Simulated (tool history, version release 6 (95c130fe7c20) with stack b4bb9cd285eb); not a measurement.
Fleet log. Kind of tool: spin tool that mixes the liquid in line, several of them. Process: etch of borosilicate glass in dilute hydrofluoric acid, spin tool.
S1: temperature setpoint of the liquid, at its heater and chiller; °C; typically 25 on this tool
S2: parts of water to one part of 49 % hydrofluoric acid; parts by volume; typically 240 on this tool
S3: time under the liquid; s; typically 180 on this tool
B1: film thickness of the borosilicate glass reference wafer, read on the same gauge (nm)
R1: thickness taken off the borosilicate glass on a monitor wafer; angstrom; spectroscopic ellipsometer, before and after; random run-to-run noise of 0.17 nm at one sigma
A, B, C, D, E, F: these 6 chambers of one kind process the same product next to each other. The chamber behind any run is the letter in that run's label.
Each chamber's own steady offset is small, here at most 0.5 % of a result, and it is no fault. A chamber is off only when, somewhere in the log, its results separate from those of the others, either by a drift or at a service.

Run 1E, hour 9: usual settings; B1 120.03. Result: R1 206.35 angstrom.
Run 2B, hour 16.2: usual settings; B1 120.01. Result: R1 206.03 angstrom.
Run 3D, hour 27.5: usual settings; B1 119.99. Result: R1 206.03 angstrom.
Run 4F, hour 38.2: usual settings; B1 120.02. Result: R1 210.28 angstrom.
Run 5A, hour 46.2: usual settings but S1 28 °C, S3 255 s; B1 119.95. Result: R1 328.92 angstrom.
Run 6C, hour 57.1: usual settings but S1 28 °C, S3 255 s; B1 120. Result: R1 326.39 angstrom.
Run 7C, hour 66.2: usual settings but S1 28 °C, S3 255 s; B1 120.03. Result: R1 320.53 angstrom.
Run 8D, hour 76.1: usual settings but S1 28 °C, S3 255 s; B1 120.01. Result: R1 322.97 angstrom.
Run 9A, hour 85.1: usual settings but S1 28 °C, S3 255 s; B1 120.03. Result: R1 329.5 angstrom.
Run 10F, hour 96.5: usual settings but S1 28 °C, S3 255 s; B1 119.99. Result: R1 324.15 angstrom.
At hour 104.8: chamber E: thermometer replaced.
Run 11E, hour 109: usual settings; B1 120.01. Result: R1 205.21 angstrom.
Run 12B, hour 116.8: usual settings; B1 119.99. Result: R1 203.31 angstrom.
Run 13D, hour 125.6: usual settings; B1 120.02. Result: R1 210.13 angstrom.
Run 14A, hour 131.2: usual settings; B1 120. Result: R1 206.97 angstrom.
Run 15B, hour 144.1: usual settings; B1 120.01. Result: R1 206.33 angstrom.
Run 16C, hour 156.1: usual settings; B1 119.97. Result: R1 212.37 angstrom.
Run 17E, hour 166.6: usual settings; B1 120.01. Result: R1 207.76 angstrom.
Run 18F, hour 176.2: usual settings; B1 120.05. Result: R1 206.78 angstrom.
Run 19D, hour 187.6: usual settings but S1 28 °C, S2 310 parts by volume; B1 120.03. Result: R1 166.81 angstrom.
Run 20C, hour 197.6: usual settings but S1 28 °C, S2 310 parts by volume; B1 120.01. Result: R1 173.75 angstrom.
Run 21F, hour 206.2: usual settings but S1 28 °C, S2 310 parts by volume; B1 120. Result: R1 164.14 angstrom.
Run 22A, hour 216.1: usual settings but S1 28 °C, S2 310 parts by volume; B1 119.98. Result: R1 166.67 angstrom.
Run 23B, hour 227.2: usual settings but S1 28 °C, S2 310 parts by volume; B1 120. Result: R1 163.56 angstrom.
At hour 231.2: chamber E: hydrofluoric acid flow meter replaced.
Run 24E, hour 233.4: usual settings but S1 28 °C, S2 310 parts by volume; B1 119.99. Result: R1 166.64 angstrom.
Run 25B, hour 242.3: usual settings; B1 120.03. Result: R1 204.22 angstrom.
Run 26D, hour 249.3: usual settings; B1 120.01. Result: R1 205.99 angstrom.
Run 27C, hour 258.5: usual settings; B1 119.98. Result: R1 219.73 angstrom.
Run 28E, hour 270.7: usual settings but S2 160 parts by volume, S3 125 s; B1 120.02. Result: R1 233.09 angstrom.
Run 29F, hour 280.5: usual settings but S2 160 parts by volume, S3 125 s; B1 119.98. Result: R1 240.38 angstrom.
Run 30A, hour 292.8: usual settings but S2 160 parts by volume, S3 125 s; B1 120.03. Result: R1 236.17 angstrom.
Run 31F, hour 298.7: usual settings but S2 160 parts by volume, S3 125 s; B1 119.99. Result: R1 242.87 angstrom.
At hour 304.4: chamber D: thermometer replaced.
Run 32B, hour 305.2: usual settings but S2 160 parts by volume, S3 125 s; B1 120.04. Result: R1 235.75 angstrom.
Run 33E, hour 316.7: usual settings but S2 160 parts by volume, S3 125 s; B1 120.01. Result: R1 233.33 angstrom.
Run 34C, hour 326.3: usual settings; B1 119.99. Result: R1 224.83 angstrom.
Run 35A, hour 336.4: usual settings; B1 120. Result: R1 209.49 angstrom.
Run 36D, hour 346.5: usual settings; B1 120.03. Result: R1 206.45 angstrom.

Predict what each chamber gives when all 6 of them run the settings below next.
Run 37A, hour 355.8: usual settings. Result: R1 ?.
Run 37B, hour 355.8: usual settings. Result: R1 ?.
Run 37C, hour 355.8: usual settings. Result: R1 ?.
Run 37D, hour 355.8: usual settings. Result: R1 ?.
Run 37E, hour 355.8: usual settings. Result: R1 ?.
Run 37F, hour 355.8: usual settings. Result: R1 ?.

run      R1
37A   206.7
37B  204.96
37C  226.84
37D  208.52
37E  205.22
37F  212.15
